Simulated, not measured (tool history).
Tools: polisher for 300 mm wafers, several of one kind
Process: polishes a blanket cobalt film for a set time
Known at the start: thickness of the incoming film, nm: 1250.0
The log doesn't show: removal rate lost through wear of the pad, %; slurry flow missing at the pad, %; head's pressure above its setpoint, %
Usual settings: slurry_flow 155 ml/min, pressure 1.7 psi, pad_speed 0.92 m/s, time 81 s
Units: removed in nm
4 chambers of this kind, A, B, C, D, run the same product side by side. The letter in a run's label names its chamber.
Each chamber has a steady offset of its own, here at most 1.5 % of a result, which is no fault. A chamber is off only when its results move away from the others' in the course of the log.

run	day	slurry_flow	pressure	pad_speed	time	wafers polished on this pad	hours since the slurry nozzle was cleaned	hours since the head pressure was calibrated	removed
# day 0.083: chamber D: worn pad replaced by a new one
1A	0.404	155	1.7	0.92	81	1287	77.5	126.6	329.49
# day 0.762: chamber C: worn pad replaced by a new one
2B	0.933	155	1.7	0.92	81	1085	29.8	900.5	323.22
3C	1.433	155	1.7	0.92	81	117	282.2	450.5	329.02
# day 1.658: chamber A: worn pad replaced by a new one
4D	1.717	155	1.7	0.92	81	284	700.2	368.2	329.58
# day 2.046: chamber B: worn pad replaced by a new one
5D	2.046	155	1.7	0.92	81	342	708.1	376.1	331.44
# day 2.071: chamber C: slurry nozzle cleaned
6C	2.425	155	1.7	0.92	81	290	8.5	474.3	325.50
7B	2.688	155	1.7	0.92	81	112	71.9	942.6	322.94
8A	3.171	155	1.7	0.92	81	264	143.9	193.0	328.57
9C	3.683	155	1.7	0.92	81	509	38.7	504.5	328.00
10B	4.104	155	1.7	0.92	81	359	105.9	976.6	322.76
11A	4.392	105	2.0	0.92	81	477	173.2	222.3	357.25
12D	4.704	105	2.0	0.92	81	805	771.9	439.9	359.82
13B	5.033	105	2.0	0.92	81	521	128.2	998.9	358.19
# day 5.167: chamber C: worn pad replaced by a new one
14C	5.388	105	2.0	0.92	81	38	79.6	545.4	359.93
15A	5.725	155	1.7	0.92	81	709	205.2	254.3	327.87
16D	6.146	155	1.7	0.92	81	1056	806.5	474.5	330.53
17D	6.488	155	1.7	0.92	81	1116	814.7	482.7	330.01
18A	6.983	155	2.0	0.92	81	928	235.4	284.5	391.57
19B	7.233	155	2.0	0.92	81	904	181.0	1051.7	380.15
20C	7.571	155	2.0	0.92	81	419	132.0	597.8	386.91
# day 7.596: chamber B: head pressure recalibrated
# day 7.838: chamber D: worn pad replaced by a new one
21D	8.067	155	2.0	0.92	81	40	852.6	520.6	387.87
# day 8.100: chamber C: head pressure recalibrated
22C	8.442	155	1.7	0.92	81	571	152.9	8.2	328.71
23B	8.817	155	1.7	0.92	81	1180	219.0	29.3	325.39
# day 8.850: chamber A: worn pad replaced by a new one
24A	9.129	155	1.9	0.92	93	49	286.9	336.0	422.88

What goes on in this fleet: one chamber off, a drifting gauge, or nothing beyond the chambers' own small offsets? Name the chamber and the cause, if any.

No chamber stands off beyond its own small offset, and the gauge holds steady.
